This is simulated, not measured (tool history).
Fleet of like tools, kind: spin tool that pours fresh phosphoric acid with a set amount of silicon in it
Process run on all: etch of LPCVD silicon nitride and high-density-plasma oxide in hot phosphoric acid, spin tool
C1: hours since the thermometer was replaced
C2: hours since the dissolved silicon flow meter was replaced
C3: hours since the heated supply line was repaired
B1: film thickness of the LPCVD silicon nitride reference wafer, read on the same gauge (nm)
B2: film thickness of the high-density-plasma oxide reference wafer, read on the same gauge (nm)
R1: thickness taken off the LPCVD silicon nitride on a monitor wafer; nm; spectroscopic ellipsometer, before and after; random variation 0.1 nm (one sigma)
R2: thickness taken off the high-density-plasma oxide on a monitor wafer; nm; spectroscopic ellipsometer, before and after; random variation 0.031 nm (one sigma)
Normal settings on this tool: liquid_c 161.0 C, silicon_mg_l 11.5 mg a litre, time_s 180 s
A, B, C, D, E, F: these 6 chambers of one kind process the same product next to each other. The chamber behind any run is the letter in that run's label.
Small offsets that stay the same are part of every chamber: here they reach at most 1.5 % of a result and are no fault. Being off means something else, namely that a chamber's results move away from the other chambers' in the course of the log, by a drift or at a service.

run 1E hour=7.5 | liquid_c=161.0 silicon_mg_l=11.5 time_s=180 | C1=763.4 C2=106.6 C3=1681.9 | B1=29.993 B2=49.995 | R1=14.4470 R2=0.58406
run 2B hour=11.5 | liquid_c=161.0 silicon_mg_l=11.5 time_s=180 | C1=1387.9 C2=536.1 C3=211.6 | B1=30.027 B2=49.965 | R1=14.8030 R2=0.58381
run 3A hour=17.6 | liquid_c=161.0 silicon_mg_l=11.5 time_s=180 | C1=233.8 C2=2276.4 C3=3319.9 | B1=30.045 B2=49.987 | R1=14.5480 R2=0.58474
run 4C hour=22.8 | liquid_c=161.0 silicon_mg_l=11.5 time_s=180 | C1=994.4 C2=364.9 C3=856.4 | B1=30.032 B2=49.994 | R1=14.7880 R2=0.53864
run 5F hour=27.3 | liquid_c=161.0 silicon_mg_l=11.5 time_s=180 | C1=570.1 C2=314.9 C3=2286.3 | B1=29.999 B2=49.989 | R1=14.5100 R2=0.58030
run 6D hour=32.9 | liquid_c=161.0 silicon_mg_l=11.5 time_s=180 | C1=981.9 C2=1622.8 C3=351.1 | B1=29.971 B2=50.033 | R1=14.5330 R2=0.59761
run 7A hour=36.6 | liquid_c=161.0 silicon_mg_l=11.5 time_s=180 | C1=252.8 C2=2295.4 C3=3338.9 | B1=29.985 B2=50.018 | R1=14.7170 R2=0.54089
run 8C hour=41.1 | liquid_c=161.0 silicon_mg_l=11.5 time_s=180 | C1=1012.7 C2=383.2 C3=874.7 | B1=30.002 B2=49.994 | R1=14.8150 R2=0.58051
run 9B hour=48.5 | liquid_c=161.0 silicon_mg_l=11.5 time_s=180 | C1=1424.9 C2=573.1 C3=248.6 | B1=29.989 B2=50.005 | R1=14.7300 R2=0.57575
run 10F hour=54.5 | liquid_c=161.0 silicon_mg_l=11.5 time_s=180 | C1=597.3 C2=342.1 C3=2313.5 | B1=29.989 B2=50.013 | R1=14.4990 R2=0.55852
run 11D hour=61.7 | liquid_c=159.5 silicon_mg_l=11.5 time_s=285 | C1=1010.7 C2=1651.6 C3=379.9 | B1=29.942 B2=50.018 | R1=22.0160 R2=0.84318
run 12E hour=68.7 | liquid_c=159.5 silicon_mg_l=11.5 time_s=285 | C1=824.6 C2=167.8 C3=1743.1 | B1=30.070 B2=49.993 | R1=21.9220 R2=0.81753
run 13A hour=75.2 | liquid_c=159.5 silicon_mg_l=11.5 time_s=285 | C1=291.4 C2=2334.0 C3=3377.5 | B1=30.034 B2=49.975 | R1=21.7210 R2=0.87485
run 14C hour=79.5 | liquid_c=159.5 silicon_mg_l=11.5 time_s=285 | C1=1051.1 C2=421.6 C3=913.1 | B1=29.967 B2=50.002 | R1=22.6160 R2=0.83509
run 15B hour=84.2 | liquid_c=159.5 silicon_mg_l=11.5 time_s=285 | C1=1460.6 C2=608.8 C3=284.3 | B1=29.979 B2=49.986 | R1=21.8380 R2=0.85130
run 16D hour=89.5 | liquid_c=159.5 silicon_mg_l=11.5 time_s=285 | C1=1038.5 C2=1679.4 C3=407.7 | B1=30.004 B2=49.996 | R1=22.3500 R2=0.76293
run 17F hour=95.0 | liquid_c=161.0 silicon_mg_l=4.0 time_s=180 | C1=637.8 C2=382.6 C3=2354.0 | B1=30.024 B2=49.987 | R1=14.5870 R2=0.68604
run 18E hour=100.5 | liquid_c=161.0 silicon_mg_l=4.0 time_s=180 | C1=856.4 C2=199.6 C3=1774.9 | B1=30.005 B2=49.987 | R1=14.6220 R2=0.69633
run 19C hour=107.5 | liquid_c=161.0 silicon_mg_l=4.0 time_s=180 | C1=1079.1 C2=449.6 C3=941.1 | B1=29.970 B2=50.002 | R1=14.8350 R2=0.65909
run 20E hour=112.8 | liquid_c=161.0 silicon_mg_l=4.0 time_s=180 | C1=868.7 C2=211.9 C3=1787.2 | B1=30.004 B2=50.004 | R1=14.4840 R2=0.72382
run 21D hour=118.1 | liquid_c=161.0 silicon_mg_l=4.0 time_s=180 | C1=1067.1 C2=1708.0 C3=436.3 | B1=30.025 B2=50.021 | R1=14.4710 R2=0.65853
run 22A hour=124.0 | liquid_c=161.0 silicon_mg_l=4.0 time_s=180 | C1=340.2 C2=2382.8 C3=3426.3 | B1=29.984 B2=49.981 | R1=14.5740 R2=0.65277
run 23F hour=128.5 | liquid_c=161.0 silicon_mg_l=11.5 time_s=180 | C1=671.3 C2=416.1 C3=2387.5 | B1=29.985 B2=49.999 | R1=14.3900 R2=0.57973
run 24B hour=133.8 | liquid_c=158.5 silicon_mg_l=11.5 time_s=110 | C1=1510.2 C2=658.4 C3=333.9 | B1=30.000 B2=49.998 | R1=8.2651 R2=0.28264
run 25B hour=139.2 | liquid_c=158.5 silicon_mg_l=11.5 time_s=110 | C1=1515.6 C2=663.8 C3=339.3 | B1=29.970 B2=50.014 | R1=8.2432 R2=0.27931
run 26C hour=145.3 | liquid_c=158.5 silicon_mg_l=11.5 time_s=110 | C1=1116.9 C2=487.4 C3=978.9 | B1=29.985 B2=50.014 | R1=8.2959 R2=0.30224
-- hour=146.3 chamber A: heated supply line repaired
-- hour=147.6 chamber E: heated supply line repaired
-- hour=150.5 chamber D: thermometer replaced
run 27D hour=152.1 | liquid_c=158.5 silicon_mg_l=11.5 time_s=110 | C1=1.6 C2=1742.0 C3=470.3 | B1=29.990 B2=50.004 | R1=8.2312 R2=0.29975
run 28F hour=158.2 | liquid_c=158.5 silicon_mg_l=11.5 time_s=110 | C1=701.0 C2=445.8 C3=2417.2 | B1=30.024 B2=50.017 | R1=8.1686 R2=0.29614
run 29E hour=163.9 | liquid_c=158.5 silicon_mg_l=11.5 time_s=110 | C1=919.8 C2=263.0 C3=16.3 | B1=30.019 B2=49.997 | R1=8.2159 R2=0.29503
-- hour=170.1 chamber D: dissolved silicon flow meter replaced
run 30A hour=170.8 | liquid_c=161.0 silicon_mg_l=11.5 time_s=180 | C1=387.0 C2=2429.6 C3=24.6 | B1=29.965 B2=50.002 | R1=14.5650 R2=0.56797
run 31D hour=177.2 | liquid_c=161.0 silicon_mg_l=11.5 time_s=180 | C1=26.7 C2=7.2 C3=495.4 | B1=29.998 B2=50.018 | R1=14.6270 R2=0.60800
run 32F hour=184.7 | liquid_c=161.0 silicon_mg_l=11.5 time_s=180 | C1=727.5 C2=472.3 C3=2443.7 | B1=30.016 B2=50.008 | R1=14.7470 R2=0.57373
run 33C hour=191.6 | liquid_c=161.0 silicon_mg_l=11.5 time_s=180 | C1=1163.2 C2=533.7 C3=1025.2 | B1=29.978 B2=50.020 | R1=14.7500 R2=0.56907
run 34E hour=198.8 | liquid_c=161.0 silicon_mg_l=11.5 time_s=180 | C1=954.7 C2=297.9 C3=51.2 | B1=30.032 B2=49.984 | R1=14.7680 R2=0.58153
run 35B hour=205.4 | liquid_c=161.0 silicon_mg_l=11.5 time_s=180 | C1=1581.8 C2=730.0 C3=405.5 | B1=30.004 B2=49.995 | R1=14.6300 R2=0.54426
run 36A hour=210.7 | liquid_c=161.0 silicon_mg_l=11.5 time_s=180 | C1=426.9 C2=2469.5 C3=64.5 | B1=29.985 B2=50.013 | R1=14.2900 R2=0.58014
run 37A hour=215.5 | liquid_c=161.0 silicon_mg_l=11.5 time_s=180 | C1=431.7 C2=2474.3 C3=69.3 | B1=30.006 B2=50.028 | R1=14.4810 R2=0.56647

Which is it: a chamber that has drifted or been left off by a service, a gauge drift common to all chambers, or only each chamber's usual small offset? If a chamber is off, name it and its likeliest cause.

No chamber is off and the gauge is stable; the differences are just each chamber's small, constant offset.
